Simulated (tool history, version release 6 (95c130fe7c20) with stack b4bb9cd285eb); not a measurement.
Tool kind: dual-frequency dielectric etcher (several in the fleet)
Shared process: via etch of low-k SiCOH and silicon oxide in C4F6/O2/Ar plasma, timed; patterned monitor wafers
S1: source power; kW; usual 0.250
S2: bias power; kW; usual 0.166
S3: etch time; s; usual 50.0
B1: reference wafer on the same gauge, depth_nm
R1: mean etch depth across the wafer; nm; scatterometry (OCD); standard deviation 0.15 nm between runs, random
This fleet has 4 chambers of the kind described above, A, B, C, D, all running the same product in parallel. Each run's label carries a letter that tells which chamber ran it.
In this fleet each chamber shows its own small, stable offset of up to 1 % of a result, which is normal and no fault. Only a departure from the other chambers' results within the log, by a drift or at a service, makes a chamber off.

run	hour	S1	S2	S3	B1	R1
# hour 8.7: chamber D: wet clean of the chamber
1B	12.7	0.250	0.166	50.0	86.209	96.672
2D	23.3	0.250	0.166	50.0	86.257	96.448
3A	29.7	0.250	0.166	50.0	86.252	97.167
4C	37.3	0.250	0.166	50.0	86.246	96.350
5A	46.3	0.250	0.166	50.0	86.249	96.919
6D	57.8	0.250	0.166	50.0	86.309	96.420
# hour 67.8: chamber C: wet clean of the chamber
7B	71.6	0.250	0.166	50.0	86.301	96.737
8C	80.0	0.250	0.166	44.5	86.338	85.668
9B	87.0	0.250	0.166	44.5	86.328	86.025
10D	101.2	0.250	0.166	44.5	86.358	85.660
11A	110.4	0.250	0.166	44.5	86.361	86.264
12C	124.6	0.250	0.138	50.0	86.356	90.996
13A	132.5	0.250	0.138	50.0	86.371	91.493
14D	142.8	0.250	0.138	50.0	86.354	91.286
15B	150.2	0.250	0.138	50.0	86.400	91.382
16C	159.1	0.250	0.166	50.0	86.429	96.598
17C	172.7	0.250	0.166	50.0	86.428	96.536
18D	185.7	0.250	0.166	50.0	86.515	96.729
19B	197.5	0.250	0.166	50.0	86.471	97.055
20A	211.5	0.250	0.166	50.0	86.526	97.278
21C	223.9	0.250	0.166	50.0	86.541	96.758
# hour 229.1: chamber D: source power generator calibrated
22D	238.1	0.250	0.166	50.0	86.529	96.801
23B	246.4	0.250	0.166	50.0	86.584	97.105
24A	258.3	0.250	0.166	50.0	86.578	97.254
25B	265.2	0.250	0.166	50.0	86.588	96.792
26C	279.4	0.250	0.166	50.0	86.613	96.695
27A	288.0	0.250	0.166	50.0	86.611	97.440
28D	296.8	0.250	0.166	50.0	86.634	96.882
# hour 303.5: chamber B: source power generator calibrated
29A	304.7	0.250	0.166	50.0	86.691	97.334
30B	316.9	0.250	0.166	50.0	86.668	96.880
31D	329.4	0.250	0.166	50.0	86.715	97.049
32C	342.4	0.250	0.166	50.0	86.746	97.001
33C	352.3	0.250	0.166	50.0	86.739	97.070
34B	364.1	0.250	0.150	63.0	86.754	118.380

Read the log: is a single chamber off, either drifting away or since a service, is the gauge that measures every chamber drifting, or is nothing wrong beyond small per-chamber offsets? Name any odd chamber and what most likely caused it.

None of the chambers is off. What moves is the gauge, dragging all their readings along together.
Most likely cause: gauge reads high (%) = 0.634.
